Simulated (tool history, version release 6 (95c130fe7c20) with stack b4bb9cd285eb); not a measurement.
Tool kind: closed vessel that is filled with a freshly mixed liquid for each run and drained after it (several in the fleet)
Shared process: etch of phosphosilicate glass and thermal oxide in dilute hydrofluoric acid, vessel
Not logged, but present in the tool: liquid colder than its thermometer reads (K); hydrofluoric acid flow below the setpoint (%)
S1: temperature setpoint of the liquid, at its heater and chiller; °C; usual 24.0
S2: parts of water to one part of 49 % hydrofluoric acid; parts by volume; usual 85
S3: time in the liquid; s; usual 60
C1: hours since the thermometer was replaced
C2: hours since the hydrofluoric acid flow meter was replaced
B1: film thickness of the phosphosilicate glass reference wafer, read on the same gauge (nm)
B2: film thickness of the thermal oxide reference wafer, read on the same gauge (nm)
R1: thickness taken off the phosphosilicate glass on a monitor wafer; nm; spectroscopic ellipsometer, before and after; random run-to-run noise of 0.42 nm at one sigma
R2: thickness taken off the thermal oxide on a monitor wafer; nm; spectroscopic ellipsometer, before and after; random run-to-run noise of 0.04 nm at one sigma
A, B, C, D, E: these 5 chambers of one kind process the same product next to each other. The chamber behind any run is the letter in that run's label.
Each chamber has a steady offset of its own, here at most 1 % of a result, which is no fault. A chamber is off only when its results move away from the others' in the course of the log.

run	hour	S1	S2	S3	C1	C2	B1	B2	R1	R2
1C	5.3	24.0	85	60	536.2	1337.7	49.972	60.031	44.069	3.3676
2A	10.0	24.0	85	60	781.2	348.6	50.016	59.978	43.796	3.4379
3E	15.5	24.0	85	60	338.7	920.5	49.969	59.991	43.218	3.3983
4D	22.0	24.0	85	60	631.4	1368.4	49.999	59.997	43.713	3.4743
5B	31.3	24.0	85	60	366.2	392.1	50.010	60.020	43.630	3.4786
6E	36.2	24.0	85	60	359.4	941.2	50.000	59.989	43.295	3.3591
7C	41.0	24.0	85	60	571.9	1373.4	50.028	60.000	43.886	3.5067
8A	48.5	25.5	105	60	819.7	387.1	49.998	59.990	36.609	2.8839
9B	55.3	25.5	105	60	390.2	416.1	49.992	60.032	36.530	2.9063
10D	59.8	25.5	105	60	669.2	1406.2	49.982	60.000	35.946	2.8321
11E	66.1	25.5	105	60	389.3	971.1	50.013	60.004	36.625	2.8966
# hour 72.6: chamber E: hydrofluoric acid flow meter replaced
12A	74.9	25.5	105	60	846.1	413.5	49.982	60.001	36.462	2.9161
# hour 79.3: chamber C: thermometer replaced
13B	83.7	24.0	85	60	418.6	444.5	50.052	60.026	43.262	3.3911
14D	89.8	24.0	85	60	699.2	1436.2	50.030	60.020	42.625	3.4736
15C	95.3	24.0	85	60	16.0	1427.7	49.982	59.983	42.676	3.4770
16B	105.3	24.0	85	60	440.2	466.1	49.979	59.997	43.523	3.4780
17C	113.8	24.0	85	60	34.5	1446.2	49.994	59.979	43.004	3.4822
18D	120.5	24.0	85	60	729.9	1466.9	49.981	60.015	42.723	3.3956
19A	125.9	24.0	85	60	897.1	464.5	49.994	59.980	42.831	3.4818
20E	131.0	24.0	85	60	454.2	58.5	49.982	59.994	42.837	3.4256
21B	139.0	24.0	85	60	473.9	499.8	49.950	59.965	43.650	3.4760
# hour 147.9: chamber A: thermometer replaced
22C	148.8	24.0	85	60	69.5	1481.2	50.003	60.006	43.330	3.4530
23D	156.7	24.0	85	60	766.1	1503.1	49.986	60.010	43.171	3.4791
24A	164.3	24.0	85	60	16.5	502.9	50.024	59.977	43.938	3.4229
25E	169.9	24.0	85	60	493.1	97.4	50.009	59.997	43.913	3.4480
26A	176.7	24.0	85	60	28.9	515.3	49.963	60.013	44.092	3.4676
27E	183.8	24.0	85	60	507.0	111.3	49.948	59.984	43.543	3.4449
28B	189.7	24.0	85	60	524.6	550.5	49.997	59.973	43.409	3.5138
29C	197.1	24.0	85	60	117.8	1529.5	49.990	59.981	43.696	3.4125
30D	204.1	24.0	85	60	813.5	1550.5	49.939	59.980	43.189	3.4598
31C	208.7	24.0	85	60	129.4	1541.1	50.014	60.018	42.540	3.4193
32A	213.1	28.5	85	45	65.3	551.7	49.976	59.999	39.296	3.1101
33E	221.0	28.5	85	45	544.2	148.5	49.998	59.992	39.121	3.0429
34D	226.2	28.5	85	45	835.6	1572.6	49.951	59.998	39.357	3.0297
35B	235.5	28.5	85	45	570.4	596.3	50.036	59.981	38.811	3.0679

Predict what each chamber gives when all 5 of them run the settings below next.
36A	242.7	24.0	115	60					?	?
36B	242.7	24.0	115	60					?	?
36C	242.7	24.0	115	60					?	?
36D	242.7	24.0	115	60					?	?
36E	242.7	24.0	115	60					?	?

run	R1	R2
36A	31.044	2.4698
36B	31.195	2.4308
36C	29.886	2.4607
36D	30.911	2.4843
36E	31.291	2.4267
